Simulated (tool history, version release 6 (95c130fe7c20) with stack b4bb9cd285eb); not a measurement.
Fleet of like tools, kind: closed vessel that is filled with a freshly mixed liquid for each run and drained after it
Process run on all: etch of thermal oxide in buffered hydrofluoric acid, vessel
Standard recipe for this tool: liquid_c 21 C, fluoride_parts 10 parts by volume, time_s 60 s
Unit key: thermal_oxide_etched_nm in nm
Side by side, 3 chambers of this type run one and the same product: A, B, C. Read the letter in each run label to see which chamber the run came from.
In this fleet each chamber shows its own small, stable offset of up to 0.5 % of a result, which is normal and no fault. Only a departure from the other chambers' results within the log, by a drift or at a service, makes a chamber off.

| run | day | liquid_c | fluoride_parts | time_s | hours since the thermometer was replaced | hours since the hydrofluoric acid flow meter was replaced | read-back film thickness of the thermal oxide reference wafer, read on the same gauge (nm) | thermal_oxide_etched_nm |
|---|---|---|---|---|---|---|---|---|
| 1C | 0.454 | 21 | 10 | 60 | 489.6 | 1337.1 | 140.01 | 58.45 |
| 2A | 0.925 | 21 | 10 | 60 | 54 | 361.7 | 139.99 | 58.489 |
| 3B | 1.404 | 21 | 10 | 60 | 337.1 | 294.5 | 140.02 | 58.613 |
| 4B | 2.029 | 21 | 10 | 60 | 352.1 | 309.5 | 140.01 | 57.862 |
| 5C | 2.388 | 21 | 10 | 60 | 536 | 1383.5 | 140.01 | 58.403 |
| 6A | 2.704 | 21 | 10 | 60 | 96.7 | 404.4 | 140.01 | 58.408 |
| 7A | 3.133 | 21 | 8.5 | 35 | 107 | 414.7 | 140.01 | 38.191 |
| 8C | 3.671 | 21 | 8.5 | 35 | 566.8 | 1414.3 | 140.02 | 38.759 |
| 9B | 3.983 | 21 | 8.5 | 35 | 399 | 356.4 | 140.01 | 38.507 |
| 10A | 4.529 | 21 | 10 | 60 | 140.5 | 448.2 | 139.98 | 58.404 |
| 11B | 5.025 | 21 | 10 | 60 | 424 | 381.4 | 140 | 58.556 |
| 12C | 5.604 | 21 | 10 | 30 | 613.2 | 1460.7 | 139.98 | 29.175 |
| 13C | 5.958 | 21 | 10 | 30 | 621.7 | 1469.2 | 140 | 29.365 |
| 14B | 6.429 | 21 | 10 | 30 | 457.7 | 415.1 | 139.99 | 29.076 |
| 15A | 6.783 | 21 | 10 | 60 | 194.6 | 502.3 | 140.01 | 58.841 |
| 16C | 7.204 | 21 | 10 | 60 | 651.6 | 1499.1 | 139.98 | 58.835 |
|  | 7.342 | chamber B: hydrofluoric acid flow meter replaced |
| 17B | 7.567 | 21 | 10 | 60 | 485 | 5.4 | 139.99 | 58.24 |
| 18A | 8.029 | 21 | 7 | 30 | 224.5 | 532.2 | 139.98 | 40.585 |
| 19A | 8.471 | 21 | 7 | 30 | 235.1 | 542.8 | 139.97 | 40.513 |
| 20B | 9.104 | 21 | 7 | 30 | 521.9 | 42.3 | 139.99 | 40.685 |
| 21C | 9.646 | 21 | 10 | 60 | 710.2 | 1557.7 | 139.99 | 57.105 |
| 22B | 10.262 | 21 | 10 | 60 | 549.7 | 70.1 | 140 | 58.136 |
| 23A | 10.821 | 21 | 10 | 60 | 291.5 | 599.2 | 139.99 | 58.159 |
| 24C | 11.308 | 21 | 10 | 60 | 750.1 | 1597.6 | 139.99 | 57.393 |
| 25C | 11.742 | 21 | 10 | 60 | 760.5 | 1608 | 140.01 | 56.78 |
| 26B | 12.396 | 21 | 10 | 60 | 600.9 | 121.3 | 140 | 58.29 |
| 27A | 12.712 | 21 | 10 | 60 | 336.9 | 644.6 | 140 | 58.88 |
| 28A | 13.329 | 21 | 10 | 60 | 351.7 | 659.4 | 139.99 | 57.932 |
| 29B | 13.683 | 21 | 10 | 60 | 631.8 | 152.2 | 140.01 | 58.077 |
| 30C | 14.308 | 21 | 10 | 60 | 822.1 | 1669.6 | 139.98 | 56.508 |
| 31A | 14.771 | 21 | 10 | 60 | 386.3 | 694 | 139.99 | 58.195 |
| 32C | 15.246 | 21 | 10 | 60 | 844.6 | 1692.1 | 139.99 | 55.681 |
| 33B | 15.675 | 21 | 10 | 60 | 679.6 | 200 | 140.01 | 59.33 |
| 34A | 15.996 | 21 | 10 | 60 | 415.7 | 723.4 | 139.96 | 58.323 |
| 35B | 16.654 | 21 | 10 | 60 | 703.1 | 223.5 | 140 | 58.86 |
| 36C | 17.112 | 21 | 10 | 60 | 889.4 | 1736.9 | 140 | 55.393 |
| 37A | 17.6 | 21 | 10 | 60 | 454.2 | 761.9 | 139.99 | 58.144 |

All chambers now run identical settings, listed one chamber a line with results as question marks. What results will each chamber show?
| 38A | 18.075 | 21 | 10 | 60 |  |  |  | ? |
| 38B | 18.075 | 21 | 10 | 60 |  |  |  | ? |
| 38C | 18.075 | 21 | 10 | 60 |  |  |  | ? |

| run | thermal_oxide_etched_nm |
|---|---|
| 38A | 58.584 |
| 38B | 57.934 |
| 38C | 55.652 |

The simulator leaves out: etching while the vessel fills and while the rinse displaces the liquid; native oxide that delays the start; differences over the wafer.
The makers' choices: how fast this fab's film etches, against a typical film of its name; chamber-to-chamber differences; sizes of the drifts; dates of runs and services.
